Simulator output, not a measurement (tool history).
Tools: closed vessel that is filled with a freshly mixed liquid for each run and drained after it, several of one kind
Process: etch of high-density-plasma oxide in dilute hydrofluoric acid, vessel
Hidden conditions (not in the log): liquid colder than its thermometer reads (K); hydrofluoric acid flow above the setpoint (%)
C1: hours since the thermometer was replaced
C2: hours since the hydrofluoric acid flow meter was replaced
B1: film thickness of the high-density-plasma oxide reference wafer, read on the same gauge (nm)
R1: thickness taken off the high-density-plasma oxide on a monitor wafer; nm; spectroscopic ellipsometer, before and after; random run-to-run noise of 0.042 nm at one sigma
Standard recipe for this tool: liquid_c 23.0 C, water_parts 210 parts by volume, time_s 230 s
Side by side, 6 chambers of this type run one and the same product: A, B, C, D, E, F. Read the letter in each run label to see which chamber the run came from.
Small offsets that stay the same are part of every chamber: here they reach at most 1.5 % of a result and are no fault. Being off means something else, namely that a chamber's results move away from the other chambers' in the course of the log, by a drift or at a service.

Run 1D, hour 6.5: usual settings; C1 708.6; C2 1053.8; B1 80.007. Result: R1 4.7074 nm.
Run 2A, hour 11.0: usual settings; C1 341.9; C2 366.1; B1 80.022. Result: R1 4.6772 nm.
Run 3F, hour 14.6: usual settings; C1 285.7; C2 197.8; B1 80.004. Result: R1 4.8342 nm.
Run 4E, hour 19.6: usual settings; C1 404.2; C2 1126.2; B1 79.999. Result: R1 4.7974 nm.
Run 5C, hour 23.7: usual settings; C1 1343.1; C2 1169.7; B1 79.992. Result: R1 4.6913 nm.
Run 6B, hour 30.0: usual settings; C1 1126.3; C2 2417.7; B1 79.968. Result: R1 4.7148 nm.
At hour 32.0: chamber B: thermometer replaced.
Run 7D, hour 34.5: usual settings; C1 736.6; C2 1081.8; B1 79.985. Result: R1 4.7372 nm.
Run 8F, hour 40.5: usual settings; C1 311.6; C2 223.7; B1 79.996. Result: R1 4.7694 nm.
At hour 44.1: chamber D: hydrofluoric acid flow meter replaced.
Run 9A, hour 47.2: usual settings; C1 378.1; C2 402.3; B1 79.995. Result: R1 4.7798 nm.
Run 10C, hour 51.0: usual settings; C1 1370.4; C2 1197.0; B1 79.999. Result: R1 4.6772 nm.
Run 11B, hour 56.1: usual settings but water_parts 280 parts by volume; C1 24.2; C2 2443.8; B1 79.982. Result: R1 3.3357 nm.
Run 12E, hour 60.1: usual settings but water_parts 280 parts by volume; C1 444.7; C2 1166.7; B1 80.000. Result: R1 3.3571 nm.
Run 13E, hour 64.9: usual settings but water_parts 280 parts by volume; C1 449.5; C2 1171.5; B1 79.998. Result: R1 3.3595 nm.
Run 14C, hour 68.4: usual settings but water_parts 280 parts by volume; C1 1387.8; C2 1214.4; B1 79.996. Result: R1 3.2957 nm.
Run 15F, hour 72.0: usual settings but water_parts 280 parts by volume; C1 343.1; C2 255.2; B1 80.013. Result: R1 3.3073 nm.
Run 16A, hour 75.5: usual settings but water_parts 280 parts by volume; C1 406.4; C2 430.6; B1 80.012. Result: R1 3.3534 nm.
Run 17B, hour 78.6: usual settings but water_parts 270 parts by volume, time_s 145 s; C1 46.7; C2 2466.3; B1 80.007. Result: R1 2.2198 nm.
Run 18D, hour 85.1: usual settings but water_parts 270 parts by volume, time_s 145 s; C1 787.2; C2 41.0; B1 80.002. Result: R1 2.1788 nm.
Run 19B, hour 90.8: usual settings but water_parts 270 parts by volume, time_s 145 s; C1 58.9; C2 2478.5; B1 79.991. Result: R1 2.2114 nm.
Run 20A, hour 96.5: usual settings but water_parts 270 parts by volume, time_s 145 s; C1 427.4; C2 451.6; B1 80.001. Result: R1 2.1936 nm.
Run 21E, hour 101.3: usual settings but water_parts 270 parts by volume, time_s 145 s; C1 485.9; C2 1207.9; B1 80.013. Result: R1 2.1591 nm.
Run 22C, hour 106.9: usual settings but water_parts 270 parts by volume, time_s 145 s; C1 1426.3; C2 1252.9; B1 80.003. Result: R1 2.1887 nm.
Run 23F, hour 109.9: usual settings; C1 381.0; C2 293.1; B1 79.985. Result: R1 4.8837 nm.
Run 24D, hour 113.8: usual settings; C1 815.9; C2 69.7; B1 80.008. Result: R1 4.7334 nm.
Run 25F, hour 119.9: usual settings; C1 391.0; C2 303.1; B1 79.974. Result: R1 4.7918 nm.
Run 26A, hour 124.6: usual settings; C1 455.5; C2 479.7; B1 80.001. Result: R1 4.7749 nm.
Run 27E, hour 131.3: usual settings but liquid_c 25.5 C, water_parts 250 parts by volume; C1 515.9; C2 1237.9; B1 79.978. Result: R1 4.0321 nm.
At hour 132.1: chamber B: hydrofluoric acid flow meter replaced.
Run 28D, hour 136.9: usual settings but liquid_c 25.5 C, water_parts 250 parts by volume; C1 839.0; C2 92.8; B1 80.003. Result: R1 4.1487 nm.
Run 29C, hour 142.0: usual settings but liquid_c 25.5 C, water_parts 250 parts by volume; C1 1461.4; C2 1288.0; B1 80.000. Result: R1 4.1701 nm.
Run 30B, hour 148.0: usual settings but liquid_c 25.5 C, water_parts 250 parts by volume; C1 116.1; C2 15.9; B1 80.009. Result: R1 4.1784 nm.
Run 31D, hour 151.2: usual settings but liquid_c 25.5 C, water_parts 250 parts by volume; C1 853.3; C2 107.1; B1 80.011. Result: R1 4.2099 nm.
Run 32E, hour 156.1: usual settings but liquid_c 25.5 C, water_parts 250 parts by volume; C1 540.7; C2 1262.7; B1 80.007. Result: R1 3.9791 nm.
Run 33A, hour 160.5: usual settings but time_s 290 s; C1 491.4; C2 515.6; B1 79.999. Result: R1 5.9084 nm.
Run 34F, hour 164.6: usual settings but time_s 290 s; C1 435.7; C2 347.8; B1 80.022. Result: R1 6.1847 nm.
Run 35B, hour 170.7: usual settings but time_s 290 s; C1 138.8; C2 38.6; B1 80.018. Result: R1 6.0040 nm.
Run 36C, hour 176.4: usual settings but time_s 290 s; C1 1495.8; C2 1322.4; B1 79.996. Result: R1 6.0624 nm.
Run 37B, hour 180.6: usual settings but time_s 290 s; C1 148.7; C2 48.5; B1 80.013. Result: R1 6.0290 nm.
Run 38F, hour 185.1: usual settings but time_s 290 s; C1 456.2; C2 368.3; B1 79.986. Result: R1 6.1169 nm.
Run 39E, hour 188.8: usual settings; C1 573.4; C2 1295.4; B1 79.996. Result: R1 4.3466 nm.
Run 40D, hour 193.3: usual settings but water_parts 290 parts by volume, time_s 355 s; C1 895.4; C2 149.2; B1 80.001. Result: R1 4.8283 nm.

For the next run the whole fleet of 6 chambers uses the same settings. Give each chamber's results:
Run 41A, hour 198.2: usual settings but water_parts 290 parts by volume. Result: R1 ?.
Run 41B, hour 198.2: usual settings but water_parts 290 parts by volume. Result: R1 ?.
Run 41C, hour 198.2: usual settings but water_parts 290 parts by volume. Result: R1 ?.
Run 41D, hour 198.2: usual settings but water_parts 290 parts by volume. Result: R1 ?.
Run 41E, hour 198.2: usual settings but water_parts 290 parts by volume. Result: R1 ?.
Run 41F, hour 198.2: usual settings but water_parts 290 parts by volume. Result: R1 ?.

run      R1
41A  3.1528
41B  3.2238
41C  3.1487
41D  3.1653
41E  2.8960
41F  3.2095
